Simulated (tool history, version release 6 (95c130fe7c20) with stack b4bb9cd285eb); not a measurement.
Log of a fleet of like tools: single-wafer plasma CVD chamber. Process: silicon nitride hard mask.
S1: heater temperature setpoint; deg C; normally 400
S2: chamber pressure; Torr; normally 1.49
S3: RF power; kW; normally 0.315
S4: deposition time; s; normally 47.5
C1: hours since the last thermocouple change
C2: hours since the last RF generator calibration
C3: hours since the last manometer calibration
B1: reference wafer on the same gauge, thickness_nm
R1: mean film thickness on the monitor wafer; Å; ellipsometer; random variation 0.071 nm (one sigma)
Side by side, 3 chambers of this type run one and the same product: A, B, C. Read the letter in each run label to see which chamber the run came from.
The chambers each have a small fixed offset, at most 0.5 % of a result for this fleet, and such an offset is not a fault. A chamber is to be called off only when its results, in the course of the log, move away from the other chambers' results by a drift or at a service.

{"run": "1A", "hour": 9.1, "S1": 400, "S2": 1.49, "S3": 0.315, "S4": 47.5, "C1": 1295.7, "C2": 733.7, "C3": 2025.3, "B1": 65.618, "R1": 555.12}
{"run": "2B", "hour": 16.7, "S1": 400, "S2": 1.49, "S3": 0.315, "S4": 47.5, "C1": 523.9, "C2": 973.7, "C3": 283.6, "B1": 65.597, "R1": 554.62}
{"run": "3C", "hour": 29.9, "S1": 400, "S2": 1.49, "S3": 0.315, "S4": 47.5, "C1": 2198.4, "C2": 2074.2, "C3": 755.9, "B1": 65.626, "R1": 553.73}
{"run": "4C", "hour": 36.8, "S1": 400, "S2": 1.49, "S3": 0.315, "S4": 47.5, "C1": 2205.3, "C2": 2081.1, "C3": 762.8, "B1": 65.65, "R1": 552.67}
{"run": "5A", "hour": 45.1, "S1": 400, "S2": 1.49, "S3": 0.315, "S4": 47.5, "C1": 1331.7, "C2": 769.7, "C3": 2061.3, "B1": 65.656, "R1": 555.25}
{"run": "6B", "hour": 58.2, "S1": 400, "S2": 1.49, "S3": 0.315, "S4": 47.5, "C1": 565.4, "C2": 1015.2, "C3": 325.1, "B1": 65.671, "R1": 555.61}
{"run": "7B", "hour": 64.1, "S1": 400, "S2": 1.49, "S3": 0.315, "S4": 47.5, "C1": 571.3, "C2": 1021.1, "C3": 331, "B1": 65.662, "R1": 555.5}
{"run": "8A", "hour": 73.1, "S1": 400, "S2": 1.2, "S3": 0.315, "S4": 41.2, "C1": 1359.7, "C2": 797.7, "C3": 2089.3, "B1": 65.665, "R1": 450.44}
{"run": "9C", "hour": 78.9, "S1": 400, "S2": 1.2, "S3": 0.315, "S4": 41.2, "C1": 2247.4, "C2": 2123.2, "C3": 804.9, "B1": 65.661, "R1": 448.1}
{"run": "10A", "hour": 87.1, "S1": 400, "S2": 1.2, "S3": 0.315, "S4": 41.2, "C1": 1373.7, "C2": 811.7, "C3": 2103.3, "B1": 65.698, "R1": 451.11}
{"run": "11C", "hour": 95.3, "S1": 400, "S2": 1.49, "S3": 0.315, "S4": 47.5, "C1": 2263.8, "C2": 2139.6, "C3": 821.3, "B1": 65.696, "R1": 553.51}
{"run": "12B", "hour": 105.9, "S1": 410, "S2": 1.49, "S3": 0.315, "S4": 47.5, "C1": 613.1, "C2": 1062.9, "C3": 372.8, "B1": 65.709, "R1": 552.59}
{"run": "13A", "hour": 112.8, "S1": 410, "S2": 1.49, "S3": 0.315, "S4": 47.5, "C1": 1399.4, "C2": 837.4, "C3": 2129, "B1": 65.727, "R1": 553.79}
{"run": "14B", "hour": 122.5, "S1": 410, "S2": 1.49, "S3": 0.315, "S4": 47.5, "C1": 629.7, "C2": 1079.5, "C3": 389.4, "B1": 65.71, "R1": 553.75}
{"run": "15C", "hour": 128.5, "S1": 400, "S2": 1.49, "S3": 0.315, "S4": 47.5, "C1": 2297, "C2": 2172.8, "C3": 854.5, "B1": 65.727, "R1": 553.93}
{"run": "16A", "hour": 135.4, "S1": 400, "S2": 1.49, "S3": 0.315, "S4": 47.5, "C1": 1422, "C2": 860, "C3": 2151.6, "B1": 65.74, "R1": 555.55}
{"run": "17B", "hour": 144.8, "S1": 400, "S2": 1.49, "S3": 0.315, "S4": 47.5, "C1": 652, "C2": 1101.8, "C3": 411.7, "B1": 65.738, "R1": 555.57}
{"run": "18C", "hour": 155.0, "S1": 400, "S2": 1.49, "S3": 0.315, "S4": 47.5, "C1": 2323.5, "C2": 2199.3, "C3": 881, "B1": 65.768, "R1": 554.16}
{"run": "19B", "hour": 163.3, "S1": 400, "S2": 1.49, "S3": 0.315, "S4": 47.5, "C1": 670.5, "C2": 1120.3, "C3": 430.2, "B1": 65.782, "R1": 555.46}
{"run": "20C", "hour": 176.0, "S1": 400, "S2": 1.49, "S3": 0.315, "S4": 47.5, "C1": 2344.5, "C2": 2220.3, "C3": 902, "B1": 65.773, "R1": 554.26}
{"run": "21A", "hour": 186.5, "S1": 400, "S2": 1.49, "S3": 0.34, "S4": 47.5, "C1": 1473.1, "C2": 911.1, "C3": 2202.7, "B1": 65.81, "R1": 585.28}
{"run": "22B", "hour": 192.8, "S1": 400, "S2": 1.49, "S3": 0.34, "S4": 47.5, "C1": 700, "C2": 1149.8, "C3": 459.7, "B1": 65.816, "R1": 585.55}
{"run": "23A", "hour": 204.9, "S1": 400, "S2": 1.49, "S3": 0.34, "S4": 47.5, "C1": 1491.5, "C2": 929.5, "C3": 2221.1, "B1": 65.813, "R1": 584.94}
{"run": "24C", "hour": 213.0, "S1": 400, "S2": 1.49, "S3": 0.315, "S4": 47.5, "C1": 2381.5, "C2": 2257.3, "C3": 939, "B1": 65.82, "R1": 554.28}
{"run": "25A", "hour": 225.3, "S1": 400, "S2": 1.49, "S3": 0.315, "S4": 47.5, "C1": 1511.9, "C2": 949.9, "C3": 2241.5, "B1": 65.849, "R1": 557.26}
{"run": "26C", "hour": 238.4, "S1": 400, "S2": 1.49, "S3": 0.315, "S4": 47.5, "C1": 2406.9, "C2": 2282.7, "C3": 964.4, "B1": 65.865, "R1": 556.28}
{"run": "27B", "hour": 248.9, "S1": 400, "S2": 1.49, "S3": 0.315, "S4": 47.5, "C1": 756.1, "C2": 1205.9, "C3": 515.8, "B1": 65.864, "R1": 558.02}
{"run": "28C", "hour": 258.9, "S1": 400, "S2": 1.49, "S3": 0.315, "S4": 47.5, "C1": 2427.4, "C2": 2303.2, "C3": 984.9, "B1": 65.861, "R1": 555.21}
{"run": "29B", "hour": 270.0, "S1": 400, "S2": 1.49, "S3": 0.315, "S4": 47.5, "C1": 777.2, "C2": 1227, "C3": 536.9, "B1": 65.917, "R1": 556.45}
{"run": "30A", "hour": 277.2, "S1": 400, "S2": 1.49, "S3": 0.315, "S4": 47.5, "C1": 1563.8, "C2": 1001.8, "C3": 2293.4, "B1": 65.904, "R1": 556.23}
{"run": "31B", "hour": 288.3, "S1": 386, "S2": 1.49, "S3": 0.36, "S4": 47.5, "C1": 795.5, "C2": 1245.3, "C3": 555.2, "B1": 65.886, "R1": 611.11}
{"run": "32A", "hour": 300.0, "S1": 386, "S2": 1.49, "S3": 0.36, "S4": 47.5, "C1": 1586.6, "C2": 1024.6, "C3": 2316.2, "B1": 65.913, "R1": 612.1}
{"run": "33C", "hour": 308.7, "S1": 386, "S2": 1.49, "S3": 0.36, "S4": 47.5, "C1": 2477.2, "C2": 2353, "C3": 1034.7, "B1": 65.912, "R1": 606.82}
{"run": "34C", "hour": 320.8, "S1": 400, "S2": 1.49, "S3": 0.315, "S4": 47.5, "C1": 2489.3, "C2": 2365.1, "C3": 1046.8, "B1": 65.932, "R1": 556.39}

For the next run the whole fleet of 3 chambers uses the same settings. Give each chamber's results:
{"run": "35A", "hour": 330.2, "S1": 395, "S2": 1.49, "S3": 0.315, "S4": 47.5, "R1": "?"}
{"run": "35B", "hour": 330.2, "S1": 395, "S2": 1.49, "S3": 0.315, "S4": 47.5, "R1": "?"}
{"run": "35C", "hour": 330.2, "S1": 395, "S2": 1.49, "S3": 0.315, "S4": 47.5, "R1": "?"}

run=35A R1=559.88
run=35B R1=559.17
run=35C R1=556.83

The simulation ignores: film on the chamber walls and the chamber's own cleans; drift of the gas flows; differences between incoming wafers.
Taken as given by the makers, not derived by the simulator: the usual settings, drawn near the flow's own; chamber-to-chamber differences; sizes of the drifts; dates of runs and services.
